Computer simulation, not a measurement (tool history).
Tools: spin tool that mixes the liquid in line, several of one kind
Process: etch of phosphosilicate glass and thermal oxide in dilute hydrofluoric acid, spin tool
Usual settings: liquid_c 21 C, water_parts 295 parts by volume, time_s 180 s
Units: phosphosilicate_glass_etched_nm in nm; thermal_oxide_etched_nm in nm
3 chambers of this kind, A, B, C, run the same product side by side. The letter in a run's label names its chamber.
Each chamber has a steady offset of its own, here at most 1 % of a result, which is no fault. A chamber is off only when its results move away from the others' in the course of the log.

run   hour  liquid_c  water_parts  time_s  hours since the thermometer was replaced  hours since the hydrofluoric acid flow meter was replaced  read-back film thickness of the phosphosilicate glass reference wafer, read on the same gauge (nm)  read-back film thickness of the thermal oxide reference wafer, read on the same gauge (nm)  phosphosilicate_glass_etched_nm  thermal_oxide_etched_nm
 1B    7.2        21          295     180                                    2409.1                                                      183.5                                                                                                 110                                                                                      70.018                           26.665                   2.1467
 2C   12.6        21          295     180                                      25.1                                                      747.4                                                                                              109.96                                                                                      69.992                           26.732                   2.0444
 3A   20.1        21          295     180                                     511.1                                                      750.8                                                                                              109.98                                                                                      69.979                           26.839                   2.0614
 4A   25.2        21          295     180                                     516.2                                                      755.9                                                                                              109.96                                                                                      69.981                           27.084                    1.994
 5B   30.5        21          295     180                                    2432.4                                                      206.8                                                                                              109.97                                                                                      70.007                           26.499                   2.0782
 6C   37.4        21          295     180                                      49.9                                                      772.2                                                                                              110.03                                                                                      69.987                           26.919                   2.1028
 7B   47.2        21          295     180                                    2449.1                                                      223.5                                                                                              110.04                                                                                      70.011                           26.626                    2.055
 8C   53.7        21          295     180                                      66.2                                                      788.5                                                                                              109.98                                                                                      70.022                           26.482                   2.1115
 9A   62.9        21          295     180                                     553.9                                                      793.6                                                                                              109.98                                                                                       69.97                           26.297                   2.0439
10B   71.2        21          295     180                                    2473.1                                                      247.5                                                                                              110.01                                                                                      70.006                             26.4                   2.0971
11A     80        21          295     180                                       571                                                      810.7                                                                                              110.04                                                                                      69.988                           26.236                    1.991
12C   86.2        21          295     180                                      98.7                                                        821                                                                                              110.02                                                                                       70.01                           26.636                   2.0375
13B   95.9        21          295     180                                    2497.8                                                      272.2                                                                                              109.96                                                                                      70.003                           26.604                   2.0446
14A  104.8        21          295     180                                     595.8                                                      835.5                                                                                              110.01                                                                                      69.998                           25.923                   1.9832
15C  109.3        21          295     180                                     121.8                                                      844.1                                                                                              110.04                                                                                       69.99                           26.505                   2.0885
16A  113.5        21          295     180                                     604.5                                                      844.2                                                                                              110.01                                                                                      70.004                           26.222                   2.0464
17B  117.8        21          295     180                                    2519.7                                                      294.1                                                                                              109.98                                                                                      69.987                           26.504                   2.1038
18C  126.6        21          295     180                                     139.1                                                      861.4                                                                                              110.07                                                                                      69.989                           26.783                   2.0436
19B    132        21          295     180                                    2533.9                                                      308.3                                                                                              110.02                                                                                      69.999                           26.554                   2.0676
20A  139.6        21          295     180                                     630.6                                                      870.3                                                                                              110.02                                                                                      70.017                           25.423                   1.9683
21C  146.8        21          295     180                                     159.3                                                      881.6                                                                                              109.97                                                                                       69.98                           26.503                   2.0537
22C  154.2        21          295     180                                     166.7                                                        889                                                                                              109.96                                                                                          70                           26.782                   2.0572
23A  161.9        21          360     180                                     652.9                                                      892.6                                                                                              109.95                                                                                      70.026                           19.818                   1.5414
24B  170.3        21          360     180                                    2572.2                                                      346.6                                                                                              109.97                                                                                          70                           20.715                   1.5936
25C  174.9        21          360     180                                     187.4                                                      909.7                                                                                              110.01                                                                                      69.991                           20.222                    1.584
26A  182.5        21          295     180                                     673.5                                                      913.2                                                                                              109.97                                                                                      70.021                           25.462                   1.9473
27B  192.1        21          295     180                                      2594                                                      368.4                                                                                              109.97                                                                                      69.988                           26.692                   2.0772
     198.4  -- chamber C: hydrofluoric acid flow meter replaced
28B  201.4        21          295     180                                    2603.3                                                      377.7                                                                                              110.03                                                                                      70.002                           26.372                   2.0737
29C    210        21          295     180                                     222.5                                                       11.7                                                                                                 110                                                                                      69.998                           26.511                   2.0966
30A  217.9        21          295     180                                     708.9                                                      948.6                                                                                              110.08                                                                                      70.001                           24.813                   1.9718
31C  226.3        21          295     180                                     238.8                                                         28                                                                                                 110                                                                                      70.032                           27.031                   2.0694
32A  234.2        21          295     180                                     725.2                                                      964.9                                                                                              110.06                                                                                      69.983                            25.03                   1.8782
33B  243.1        21          295     180                                      2645                                                      419.4                                                                                                 110                                                                                      70.006                           26.851                    2.095
34B    249        21          295     180                                    2650.9                                                      425.3                                                                                              109.96                                                                                      69.987                           26.869                   2.0932
35C  256.6        21          295     180                                     269.1                                                       58.3                                                                                              110.01                                                                                      69.987                           26.832                    2.064
36A  262.5        21          295     180                                     753.5                                                      993.2                                                                                              109.96                                                                                      70.007                           24.365                   1.8731

What goes on in this fleet: one chamber off, a drifting gauge, or nothing beyond the chambers' own small offsets? Name the chamber and the cause, if any.

Chamber A drifts away from the others.
Cause: liquid colder than its thermometer reads (K) = 2.5.
The log may not tell that from: hydrofluoric acid flow below the setpoint (%).

Here are 4 candidates for chamber A's next run, each the usual settings with a change, their results left as question marks. Which one brings its results back in line with what the others give on the usual settings?
In line means no further than this from the other chambers' mean on the usual settings: phosphosilicate_glass_etched_nm 0.72 nm; thermal_oxide_etched_nm 0.088 nm
37A-1  269.5        21          300     180                                                                                                                                                                                                                                                                                                                                     ?                        ?
37A-2  269.5        21          285     190                                                                                                                                                                                                                                                                                                                                     ?                        ?
37A-3  269.5        21          290     180                                                                                                                                                                                                                                                                                                                                     ?                        ?
37A-4  269.5        21          305     170                                                                                                                                                                                                                                                                                                                                     ?                        ?

The other chambers' mean on the usual settings: phosphosilicate_glass_etched_nm 26.595 nm; thermal_oxide_etched_nm 2.0766 nm
  run  phosphosilicate_glass_etched_nm  thermal_oxide_etched_nm
37A-1                           23.772                   1.8181
37A-2                           26.734                   2.0447
37A-3                            24.79                    1.896
37A-4                           21.994                   1.6822
37A-2 brings the chamber back in line.

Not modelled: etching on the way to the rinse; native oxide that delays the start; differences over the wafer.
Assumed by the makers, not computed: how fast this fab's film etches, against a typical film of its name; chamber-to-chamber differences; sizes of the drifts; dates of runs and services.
